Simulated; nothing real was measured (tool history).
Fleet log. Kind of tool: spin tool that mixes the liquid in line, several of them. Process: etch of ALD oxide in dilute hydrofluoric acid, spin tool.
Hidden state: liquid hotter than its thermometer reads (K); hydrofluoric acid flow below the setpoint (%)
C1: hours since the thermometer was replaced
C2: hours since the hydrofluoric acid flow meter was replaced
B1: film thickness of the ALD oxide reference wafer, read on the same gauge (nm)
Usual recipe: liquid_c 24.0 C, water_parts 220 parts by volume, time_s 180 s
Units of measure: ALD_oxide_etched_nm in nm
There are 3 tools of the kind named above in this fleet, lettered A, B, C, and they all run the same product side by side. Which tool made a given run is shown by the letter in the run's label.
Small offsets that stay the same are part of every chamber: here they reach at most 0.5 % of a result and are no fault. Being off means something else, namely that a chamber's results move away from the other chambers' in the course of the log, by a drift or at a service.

Run 1A, hour 13.1: usual settings; C1 1948.7; C2 300.4; B1 120.04. Result: ALD_oxide_etched_nm 7.0167 nm.
Run 2C, hour 25.1: usual settings; C1 1331.5; C2 796.7; B1 120.00. Result: ALD_oxide_etched_nm 6.9744 nm.
Run 3B, hour 35.3: usual settings; C1 1570.5; C2 1146.1; B1 119.98. Result: ALD_oxide_etched_nm 6.8949 nm.
Run 4C, hour 48.3: usual settings; C1 1354.7; C2 819.9; B1 119.98. Result: ALD_oxide_etched_nm 7.1185 nm.
Run 5A, hour 62.2: usual settings; C1 1997.8; C2 349.5; B1 120.03. Result: ALD_oxide_etched_nm 6.9898 nm.
Run 6B, hour 75.9: usual settings; C1 1611.1; C2 1186.7; B1 120.03. Result: ALD_oxide_etched_nm 7.0883 nm.
Run 7A, hour 89.0: usual settings; C1 2024.6; C2 376.3; B1 120.01. Result: ALD_oxide_etched_nm 7.0392 nm.
Run 8B, hour 102.2: usual settings; C1 1637.4; C2 1213.0; B1 120.01. Result: ALD_oxide_etched_nm 7.0196 nm.
Run 9C, hour 112.6: usual settings; C1 1419.0; C2 884.2; B1 120.04. Result: ALD_oxide_etched_nm 7.1257 nm.
Run 10C, hour 124.3: usual settings; C1 1430.7; C2 895.9; B1 120.02. Result: ALD_oxide_etched_nm 7.0801 nm.
At hour 131.6: chamber A: thermometer replaced.
Run 11A, hour 134.4: usual settings; C1 2.9; C2 421.7; B1 120.06. Result: ALD_oxide_etched_nm 6.8838 nm.
Run 12B, hour 142.6: usual settings; C1 1677.8; C2 1253.4; B1 120.05. Result: ALD_oxide_etched_nm 7.0204 nm.
Run 13C, hour 149.1: usual settings but water_parts 315 parts by volume; C1 1455.5; C2 920.7; B1 119.97. Result: ALD_oxide_etched_nm 4.4696 nm.
Run 14A, hour 162.9: usual settings but water_parts 315 parts by volume; C1 31.4; C2 450.2; B1 120.00. Result: ALD_oxide_etched_nm 4.3821 nm.
Run 15B, hour 174.9: usual settings but water_parts 315 parts by volume; C1 1710.1; C2 1285.7; B1 120.00. Result: ALD_oxide_etched_nm 4.5325 nm.
Run 16B, hour 183.6: usual settings; C1 1718.8; C2 1294.4; B1 120.01. Result: ALD_oxide_etched_nm 7.0529 nm.
Run 17C, hour 196.1: usual settings but liquid_c 26.0 C, water_parts 300 parts by volume; C1 1502.5; C2 967.7; B1 120.01. Result: ALD_oxide_etched_nm 5.0789 nm.
Run 18A, hour 206.1: usual settings but liquid_c 26.0 C, water_parts 300 parts by volume; C1 74.6; C2 493.4; B1 120.02. Result: ALD_oxide_etched_nm 4.9387 nm.
Run 19C, hour 212.3: usual settings but liquid_c 26.0 C, water_parts 300 parts by volume; C1 1518.7; C2 983.9; B1 120.00. Result: ALD_oxide_etched_nm 5.0496 nm.
Run 20A, hour 224.2: usual settings; C1 92.7; C2 511.5; B1 119.99. Result: ALD_oxide_etched_nm 6.8743 nm.
Run 21B, hour 235.8: usual settings; C1 1771.0; C2 1346.6; B1 120.03. Result: ALD_oxide_etched_nm 7.0751 nm.
Run 22A, hour 247.8: usual settings but liquid_c 27.0 C, water_parts 255 parts by volume; C1 116.3; C2 535.1; B1 120.01. Result: ALD_oxide_etched_nm 6.3467 nm.
Run 23C, hour 258.8: usual settings but liquid_c 27.0 C, water_parts 255 parts by volume; C1 1565.2; C2 1030.4; B1 120.01. Result: ALD_oxide_etched_nm 6.4813 nm.
At hour 262.6: chamber C: hydrofluoric acid flow meter replaced.
Run 24B, hour 267.1: usual settings but liquid_c 27.0 C, water_parts 255 parts by volume; C1 1802.3; C2 1377.9; B1 120.02. Result: ALD_oxide_etched_nm 6.4991 nm.
Run 25A, hour 274.2: usual settings; C1 142.7; C2 561.5; B1 119.99. Result: ALD_oxide_etched_nm 6.8131 nm.
Run 26C, hour 286.3: usual settings; C1 1592.7; C2 23.7; B1 120.01. Result: ALD_oxide_etched_nm 7.0000 nm.
Run 27B, hour 294.4: usual settings; C1 1829.6; C2 1405.2; B1 120.01. Result: ALD_oxide_etched_nm 7.0005 nm.
Run 28B, hour 304.1: usual settings; C1 1839.3; C2 1414.9; B1 120.00. Result: ALD_oxide_etched_nm 7.0675 nm.
Run 29C, hour 316.9: usual settings; C1 1623.3; C2 54.3; B1 119.97. Result: ALD_oxide_etched_nm 7.1132 nm.
Run 30A, hour 324.7: usual settings; C1 193.2; C2 612.0; B1 120.01. Result: ALD_oxide_etched_nm 6.7701 nm.
Run 31C, hour 338.0: usual settings; C1 1644.4; C2 75.4; B1 120.00. Result: ALD_oxide_etched_nm 7.0262 nm.
Run 32A, hour 349.9: usual settings; C1 218.4; C2 637.2; B1 119.98. Result: ALD_oxide_etched_nm 6.7034 nm.

Which is it: a chamber that has drifted or been left off by a service, a gauge drift common to all chambers, or only each chamber's usual small offset? If a chamber is off, name it and its likeliest cause.

Chamber A drifts away from the others.
Likeliest cause: hydrofluoric acid flow below the setpoint (%) = 3.88.

Here are 4 candidates for chamber A's next run, each the usual settings with a change, their results left as question marks. Which one brings its results back in line with what the others give on the usual settings?
In line means no further than this from the other chambers' mean on the usual settings: ALD_oxide_etched_nm 0.2300 nm
Run 33A-1, hour 360.0: usual settings but water_parts 225 parts by volume, time_s 175 s. Result: ALD_oxide_etched_nm ?.
Run 33A-2, hour 360.0: usual settings but water_parts 240 parts by volume. Result: ALD_oxide_etched_nm ?.
Run 33A-3, hour 360.0: usual settings but water_parts 210 parts by volume, time_s 190 s. Result: ALD_oxide_etched_nm ?.
Run 33A-4, hour 360.0: usual settings but liquid_c 25.5 C. Result: ALD_oxide_etched_nm ?.

The mean the other chambers reach with the usual settings: ALD_oxide_etched_nm 7.0515 nm
  run  ALD_oxide_etched_nm
33A-1               6.3605
33A-2               6.0340
33A-3               7.5224
33A-4               7.1004
With 33A-4, the chamber falls back in line with the rest.

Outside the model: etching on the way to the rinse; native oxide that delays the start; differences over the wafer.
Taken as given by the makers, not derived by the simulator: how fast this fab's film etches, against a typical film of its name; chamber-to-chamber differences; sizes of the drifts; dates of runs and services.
